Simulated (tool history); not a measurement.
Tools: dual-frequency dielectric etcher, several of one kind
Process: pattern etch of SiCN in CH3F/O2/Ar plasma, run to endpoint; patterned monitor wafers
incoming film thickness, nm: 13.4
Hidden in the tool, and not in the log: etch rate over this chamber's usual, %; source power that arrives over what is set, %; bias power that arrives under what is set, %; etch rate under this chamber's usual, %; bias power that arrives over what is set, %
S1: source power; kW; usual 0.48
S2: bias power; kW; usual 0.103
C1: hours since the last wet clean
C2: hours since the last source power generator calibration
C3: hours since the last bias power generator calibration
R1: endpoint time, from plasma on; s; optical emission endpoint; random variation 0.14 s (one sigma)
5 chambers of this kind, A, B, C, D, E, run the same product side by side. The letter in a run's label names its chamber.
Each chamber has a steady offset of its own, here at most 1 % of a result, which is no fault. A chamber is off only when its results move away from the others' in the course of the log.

run	day	S1	S2	C1	C2	C3	R1
1A	0.229	0.48	0.103	363.2	521.9	2011.2	29.69
2C	0.438	0.48	0.103	338.3	740.6	1586.3	28.938
3B	0.688	0.48	0.103	285.8	85.9	1833.6	29.252
4D	0.858	0.48	0.103	357	478.2	2067	29.441
5E	1.021	0.48	0.103	247	3643.9	53.7	29.116
6C	1.262	0.48	0.103	358.1	760.4	1606.1	29.003
7B	1.425	0.48	0.103	303.5	103.6	1851.3	29.027
8E	1.592	0.48	0.082	260.7	3657.6	67.4	32.145
9A	1.817	0.48	0.082	401.3	560	2049.3	32.295
10D	2.062	0.48	0.082	385.9	507.1	2095.9	32.276
11A	2.238	0.48	0.082	411.4	570.1	2059.4	32.215
# day 2.354: chamber D: wet clean of the chamber
12B	2.462	0.48	0.082	328.4	128.5	1876.2	31.498
# day 2.588: chamber E: source power generator calibrated
13D	2.654	0.48	0.103	7.2	521.3	2110.1	30.726
# day 2.712: chamber C: wet clean of the chamber
14E	2.929	0.48	0.103	292.8	8.2	99.5	29.336
15C	3.208	0.48	0.103	12	807.1	1652.8	28.937
16A	3.429	0.48	0.084	440	598.7	2088	31.61
17D	3.692	0.48	0.084	32.1	546.2	2135	33.171
18C	3.912	0.48	0.084	28.9	824	1669.7	31.556
19E	4.058	0.48	0.084	319.9	35.3	126.6	31.741
20B	4.279	0.48	0.084	372	172.1	1919.8	31.639
21B	4.458	0.48	0.103	376.3	176.4	1924.1	29.212
22D	4.596	0.48	0.103	53.8	567.9	2156.7	31.132
23E	4.804	0.48	0.103	337.8	53.2	144.5	29.179
24C	5.092	0.38	0.087	57.2	852.3	1698	33.79
25A	5.379	0.38	0.087	486.8	645.5	2134.8	34.23
26A	5.579	0.38	0.087	491.6	650.3	2139.6	34.38
27D	5.762	0.38	0.087	81.8	595.9	2184.7	35.796
28B	6.029	0.38	0.087	414	214.1	1961.8	34.121
29E	6.225	0.48	0.103	371.9	87.3	178.6	29.366
30C	6.396	0.48	0.103	88.5	883.6	1729.3	28.993
31C	6.542	0.48	0.103	92	887.1	1732.8	29.059
32B	6.679	0.48	0.103	429.6	229.7	1977.4	29.188
33D	6.842	0.48	0.103	107.7	621.8	2210.6	30.994

All 5 chambers run these settings next. Forecast each chamber's results:
34A	7.05	0.48	0.103				?
34B	7.05	0.48	0.103				?
34C	7.05	0.48	0.103				?
34D	7.05	0.48	0.103				?
34E	7.05	0.48	0.103				?

run	R1
34A	29.582
34B	29.277
34C	29.095
34D	30.899
34E	29.494

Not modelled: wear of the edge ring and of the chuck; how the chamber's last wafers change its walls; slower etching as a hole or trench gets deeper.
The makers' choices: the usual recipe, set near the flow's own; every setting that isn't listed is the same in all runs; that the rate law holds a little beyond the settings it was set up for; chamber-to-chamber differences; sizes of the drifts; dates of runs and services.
